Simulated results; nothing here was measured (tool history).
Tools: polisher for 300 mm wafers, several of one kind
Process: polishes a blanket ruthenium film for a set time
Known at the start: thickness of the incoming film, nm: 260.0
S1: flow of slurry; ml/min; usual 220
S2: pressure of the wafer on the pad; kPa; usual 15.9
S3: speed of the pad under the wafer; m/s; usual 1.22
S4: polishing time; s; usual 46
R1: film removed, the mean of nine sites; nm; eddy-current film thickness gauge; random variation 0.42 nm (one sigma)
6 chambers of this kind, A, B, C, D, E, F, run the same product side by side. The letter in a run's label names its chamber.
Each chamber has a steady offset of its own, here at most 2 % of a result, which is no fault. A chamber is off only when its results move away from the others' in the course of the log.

Run 1A, hour 8.8: usual settings. Result: R1 63.064 nm.
Run 2B, hour 20: usual settings. Result: R1 63.017 nm.
At hour 24.1: chamber A: worn pad replaced by a new one.
At hour 25.7: chamber E: head pressure recalibrated.
Run 3E, hour 27.5: usual settings. Result: R1 63.442 nm.
Run 4F, hour 35.6: usual settings. Result: R1 62.983 nm.
Run 5C, hour 43.2: usual settings but S1 155 ml/min, S4 54 s. Result: R1 69.091 nm.
At hour 43.8: chamber C: worn pad replaced by a new one.
Run 6D, hour 51.1: usual settings but S1 155 ml/min, S4 54 s. Result: R1 70.137 nm.
Run 7D, hour 60.4: usual settings but S1 155 ml/min, S4 54 s. Result: R1 69.491 nm.
At hour 67.2: chamber B: worn pad replaced by a new one.
Run 8C, hour 69: usual settings but S1 155 ml/min, S4 54 s. Result: R1 69.684 nm.
At hour 76.4: chamber E: worn pad replaced by a new one.
Run 9F, hour 78: usual settings but S1 155 ml/min, S4 54 s. Result: R1 70.439 nm.
At hour 81.7: chamber D: head pressure recalibrated.
At hour 84: chamber A: slurry nozzle cleaned.
Run 10B, hour 85.5: usual settings but S1 155 ml/min, S4 54 s. Result: R1 70.183 nm.
Run 11A, hour 92.2: usual settings. Result: R1 63.668 nm.
At hour 93.3: chamber F: worn pad replaced by a new one.
Run 12E, hour 103.6: usual settings. Result: R1 63.531 nm.
At hour 105.8: chamber A: worn pad replaced by a new one.
Run 13E, hour 114.7: usual settings. Result: R1 63.196 nm.
At hour 121.8: chamber D: worn pad replaced by a new one.
Run 14F, hour 122.4: usual settings. Result: R1 62.369 nm.
Run 15B, hour 131.5: usual settings. Result: R1 63.308 nm.
Run 16A, hour 138.3: usual settings. Result: R1 64.073 nm.
At hour 146.9: chamber C: worn pad replaced by a new one.
Run 17C, hour 149.8: usual settings. Result: R1 61.926 nm.
Run 18D, hour 162: usual settings. Result: R1 63.039 nm.
At hour 170.6: chamber F: slurry nozzle cleaned.
Run 19C, hour 172.2: usual settings. Result: R1 62.157 nm.
At hour 179.7: chamber B: worn pad replaced by a new one.
Run 20D, hour 181: usual settings. Result: R1 62.762 nm.
Run 21B, hour 188.3: usual settings. Result: R1 63.146 nm.
At hour 197.9: chamber E: worn pad replaced by a new one.
Run 22E, hour 199.7: usual settings. Result: R1 62.849 nm.
At hour 202.2: chamber F: head pressure recalibrated.
At hour 205: chamber E: slurry nozzle cleaned.
At hour 206.5: chamber A: worn pad replaced by a new one.
Run 23A, hour 208.5: usual settings. Result: R1 64.082 nm.
Run 24F, hour 215.1: usual settings. Result: R1 63.407 nm.
Run 25B, hour 225.2: usual settings but S1 280 ml/min, S3 1.46 m/s. Result: R1 77.427 nm.
Run 26D, hour 237.7: usual settings but S1 280 ml/min, S3 1.46 m/s. Result: R1 78.522 nm.
At hour 238: chamber F: worn pad replaced by a new one.
At hour 239: chamber C: worn pad replaced by a new one.
Run 27F, hour 248.2: usual settings but S1 280 ml/min, S3 1.46 m/s. Result: R1 77.69 nm.
Run 28A, hour 255.4: usual settings but S1 280 ml/min, S3 1.46 m/s. Result: R1 79.263 nm.
At hour 261.1: chamber D: worn pad replaced by a new one.
Run 29C, hour 262.9: usual settings but S1 280 ml/min, S3 1.46 m/s. Result: R1 76.033 nm.
Run 30E, hour 271.5: usual settings but S1 280 ml/min, S3 1.46 m/s. Result: R1 78.097 nm.
Run 31E, hour 277.4: usual settings. Result: R1 62.916 nm.
Run 32F, hour 287.2: usual settings. Result: R1 63.378 nm.
Run 33A, hour 294.2: usual settings. Result: R1 63.609 nm.
At hour 297.1: chamber C: slurry nozzle cleaned.
At hour 303.7: chamber A: worn pad replaced by a new one.
Run 34B, hour 304.1: usual settings. Result: R1 63.041 nm.
Run 35D, hour 316.2: usual settings. Result: R1 63.177 nm.
At hour 321.2: chamber E: worn pad replaced by a new one.
Run 36C, hour 324.3: usual settings. Result: R1 61.366 nm.
At hour 325.3: chamber C: worn pad replaced by a new one.
At hour 326.9: chamber B: worn pad replaced by a new one.
Run 37A, hour 330.4: usual settings but S3 0.84 m/s. Result: R1 43.808 nm.
Run 38B, hour 339.9: usual settings but S3 0.84 m/s. Result: R1 43.726 nm.
Run 39F, hour 351.5: usual settings but S3 0.84 m/s. Result: R1 43.587 nm.
At hour 362.1: chamber F: worn pad replaced by a new one.
Run 40C, hour 363.7: usual settings but S3 0.84 m/s. Result: R1 42.826 nm.
Run 41D, hour 371.7: usual settings but S3 0.84 m/s. Result: R1 43.474 nm.
Run 42E, hour 379.8: usual settings but S3 0.84 m/s. Result: R1 42.944 nm.
Run 43E, hour 391.7: usual settings. Result: R1 63.236 nm.
Run 44F, hour 404.2: usual settings but S2 21.4 kPa. Result: R1 84.958 nm.

All 6 chambers run these settings next. Forecast each chamber's results:
Run 45A, hour 413.2: usual settings but S1 195 ml/min. Result: R1 ?.
Run 45B, hour 413.2: usual settings but S1 195 ml/min. Result: R1 ?.
Run 45C, hour 413.2: usual settings but S1 195 ml/min. Result: R1 ?.
Run 45D, hour 413.2: usual settings but S1 195 ml/min. Result: R1 ?.
Run 45E, hour 413.2: usual settings but S1 195 ml/min. Result: R1 ?.
Run 45F, hour 413.2: usual settings but S1 195 ml/min. Result: R1 ?.

run      R1
45A  62.022
45B  61.563
45C  60.868
45D  62.045
45E  62.305
45F  61.623
